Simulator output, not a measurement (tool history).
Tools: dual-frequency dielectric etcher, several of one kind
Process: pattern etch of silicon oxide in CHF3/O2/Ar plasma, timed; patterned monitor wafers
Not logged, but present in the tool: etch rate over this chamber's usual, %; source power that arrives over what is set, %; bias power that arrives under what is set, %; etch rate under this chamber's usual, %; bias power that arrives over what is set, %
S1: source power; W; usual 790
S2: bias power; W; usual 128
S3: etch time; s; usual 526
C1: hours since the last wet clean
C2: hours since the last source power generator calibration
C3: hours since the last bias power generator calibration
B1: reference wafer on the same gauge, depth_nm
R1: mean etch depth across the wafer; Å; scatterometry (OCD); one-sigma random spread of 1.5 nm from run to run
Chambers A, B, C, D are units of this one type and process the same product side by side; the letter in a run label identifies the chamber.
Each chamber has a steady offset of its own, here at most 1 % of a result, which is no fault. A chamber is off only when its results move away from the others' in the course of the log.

| run | hour | S1 | S2 | S3 | C1 | C2 | C3 | B1 | R1 |
|---|---|---|---|---|---|---|---|---|---|
| 1B | 4.9 | 790 | 128 | 526 | 257.9 | 5240.1 | 547.8 | 1170.7 | 10403 |
| 2A | 8.6 | 790 | 128 | 526 | 292.2 | 1319.1 | 1460.8 | 1169.9 | 10267 |
|  | 12.1 | chamber B: source power generator calibrated |
| 3C | 15.7 | 790 | 128 | 526 | 235.5 | 1616.6 | 1383.3 | 1170.2 | 10298 |
| 4D | 23.5 | 790 | 128 | 526 | 209.2 | 234.5 | 1189.1 | 1171.2 | 10273 |
| 5D | 29.4 | 790 | 159 | 460 | 215.1 | 240.4 | 1195 | 1170.7 | 9615.2 |
| 6B | 34.5 | 790 | 159 | 460 | 287.5 | 22.4 | 577.4 | 1170.8 | 9772.5 |
| 7C | 41.2 | 790 | 159 | 460 | 261 | 1642.1 | 1408.8 | 1171.3 | 9635.4 |
| 8A | 45.5 | 790 | 159 | 460 | 329.1 | 1356 | 1497.7 | 1171.4 | 9613.8 |
|  | 48.6 | chamber C: bias power generator calibrated |
| 9A | 50.9 | 790 | 128 | 526 | 334.5 | 1361.4 | 1503.1 | 1171.9 | 10299 |
| 10C | 58.2 | 790 | 128 | 526 | 278 | 1659.1 | 9.7 | 1171.8 | 10318 |
| 11B | 64.5 | 790 | 128 | 526 | 317.5 | 52.4 | 607.4 | 1171.7 | 10436 |
| 12D | 71.4 | 790 | 128 | 526 | 257.1 | 282.4 | 1237 | 1172.4 | 10309 |
| 13C | 75.1 | 790 | 128 | 526 | 294.9 | 1676 | 26.6 | 1172.5 | 10340 |
| 14B | 81 | 790 | 128 | 526 | 334 | 68.9 | 623.9 | 1173.3 | 10440 |
| 15A | 86.7 | 790 | 128 | 526 | 370.3 | 1397.2 | 1538.9 | 1173 | 10272 |
| 16D | 95 | 790 | 128 | 396.5 | 280.7 | 306 | 1260.6 | 1173.4 | 7794 |
| 17C | 99.5 | 790 | 128 | 396.5 | 319.3 | 1700.4 | 51 | 1173.1 | 7780 |
| 18D | 107.1 | 790 | 128 | 396.5 | 292.8 | 318.1 | 1272.7 | 1173.7 | 7774.4 |
| 19B | 111.8 | 790 | 128 | 396.5 | 364.8 | 99.7 | 654.7 | 1173.9 | 7879.3 |
| 20A | 116.4 | 790 | 128 | 526 | 400 | 1426.9 | 1568.6 | 1174.2 | 10331 |
| 21A | 124.6 | 790 | 128 | 526 | 408.2 | 1435.1 | 1576.8 | 1174.4 | 10324 |
| 22D | 130.2 | 790 | 128 | 526 | 315.9 | 341.2 | 1295.8 | 1174.2 | 10338 |
| 23B | 136.7 | 790 | 128 | 526 | 389.7 | 124.6 | 679.6 | 1174.7 | 10458 |
| 24C | 141.5 | 790 | 128 | 526 | 361.3 | 1742.4 | 93 | 1174.9 | 10326 |
| 25C | 145.9 | 790 | 128 | 526 | 365.7 | 1746.8 | 97.4 | 1174.5 | 10351 |
| 26D | 153.2 | 790 | 128 | 526 | 338.9 | 364.2 | 1318.8 | 1175.3 | 10333 |
|  | 158.5 | chamber C: wet clean of the chamber |
| 27B | 159 | 790 | 128 | 526 | 412 | 146.9 | 701.9 | 1175.1 | 10476 |
| 28A | 164.2 | 790 | 128 | 526 | 447.8 | 1474.7 | 1616.4 | 1175.9 | 10298 |
| 29C | 171.5 | 790 | 128 | 526 | 13.1 | 1772.4 | 123 | 1175.9 | 10343 |
| 30D | 176.8 | 790 | 128 | 526 | 362.5 | 387.8 | 1342.4 | 1175.9 | 10341 |
| 31A | 183.8 | 790 | 128 | 526 | 467.4 | 1494.3 | 1636 | 1175.9 | 10322 |
| 32B | 190.6 | 790 | 128 | 526 | 443.6 | 178.5 | 733.5 | 1176 | 10478 |
| 33D | 196.3 | 790 | 128 | 526 | 382 | 407.3 | 1361.9 | 1176.5 | 10329 |

Read the log: is a single chamber off, either drifting away or since a service, is the gauge that measures every chamber drifting, or is nothing wrong beyond small per-chamber offsets? Name any odd chamber and what most likely caused it.

Every chamber seems to shift together because the gauge that measures them all drifts; the chambers themselves are fine.
Cause: gauge reads high (%) = 0.579.
